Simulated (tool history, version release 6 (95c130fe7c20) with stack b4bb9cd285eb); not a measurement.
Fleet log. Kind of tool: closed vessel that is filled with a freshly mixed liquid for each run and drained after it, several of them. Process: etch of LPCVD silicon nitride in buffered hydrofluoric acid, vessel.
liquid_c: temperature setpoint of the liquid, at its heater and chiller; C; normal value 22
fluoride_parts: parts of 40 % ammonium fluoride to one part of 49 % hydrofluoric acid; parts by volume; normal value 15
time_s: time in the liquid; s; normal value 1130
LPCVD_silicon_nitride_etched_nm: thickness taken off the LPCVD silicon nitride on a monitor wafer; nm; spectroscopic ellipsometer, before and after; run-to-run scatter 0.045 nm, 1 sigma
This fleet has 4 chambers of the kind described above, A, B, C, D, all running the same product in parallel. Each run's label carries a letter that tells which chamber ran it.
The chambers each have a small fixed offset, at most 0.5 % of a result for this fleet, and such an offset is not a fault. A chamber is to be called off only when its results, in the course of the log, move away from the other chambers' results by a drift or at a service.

run	hour	liquid_c	fluoride_parts	time_s	read-back film thickness of the LPCVD silicon nitride reference wafer, read on the same gauge (nm)	LPCVD_silicon_nitride_etched_nm
1A	11.3	22	15	1130	110	9.1534
2C	21	22	15	1130	110	9.083
3B	33.3	22	15	1130	109.99	9.2122
4D	43.2	22	15	1130	110.01	9.1704
5B	49.5	22	15	1130	110.01	9.1182
6A	58.8	22	15	1130	110	9.1914
7D	68.7	22	15	1130	110.01	9.0228
8C	78.5	22	15	1130	110.01	9.1282
9C	88.9	22	15	1130	110.01	9.0739
10A	99.2	22	15	1130	110.03	9.1134
11B	107.1	24.5	15	1130	110.01	10.595
12D	113.1	24.5	15	1130	109.98	10.399
13A	122.7	24.5	15	1130	110.03	10.422
14B	128.4	24.5	15	1130	110	10.573
15D	138	24	15	1130	109.98	10.148
16C	145.1	24	15	1130	109.99	10.181
17D	152.3	24	15	1130	110.02	10.105
18B	161.3	24	15	1130	109.99	10.126
19A	170.6	22	15	1130	110.01	9.2002
# hour 174.1: chamber A: hydrofluoric acid flow meter replaced
20C	182.5	22	15	1130	110	9.1221
21A	194.8	22	15	1130	110	9.1045
22D	200.7	22	15	1130	109.99	9.154
23B	209.3	22	15	1130	110.01	9.1061
24C	219.1	19.5	18	1130	110.01	6.6686
25C	227.8	19.5	18	1130	110	6.5941
26D	234.9	19.5	18	1130	110.02	6.6634
27B	245	19.5	18	1130	110	6.6684
28A	252.8	22	15	1130	110	9.1262

The same settings go to every chamber for the next run, one line per chamber below. Forecast the results for each:
29A	262.2	20	15	1130		?
29B	262.2	20	15	1130		?
29C	262.2	20	15	1130		?
29D	262.2	20	15	1130		?

run	LPCVD_silicon_nitride_etched_nm
29A	8.2024
29B	8.2644
29C	8.1905
29D	8.1227
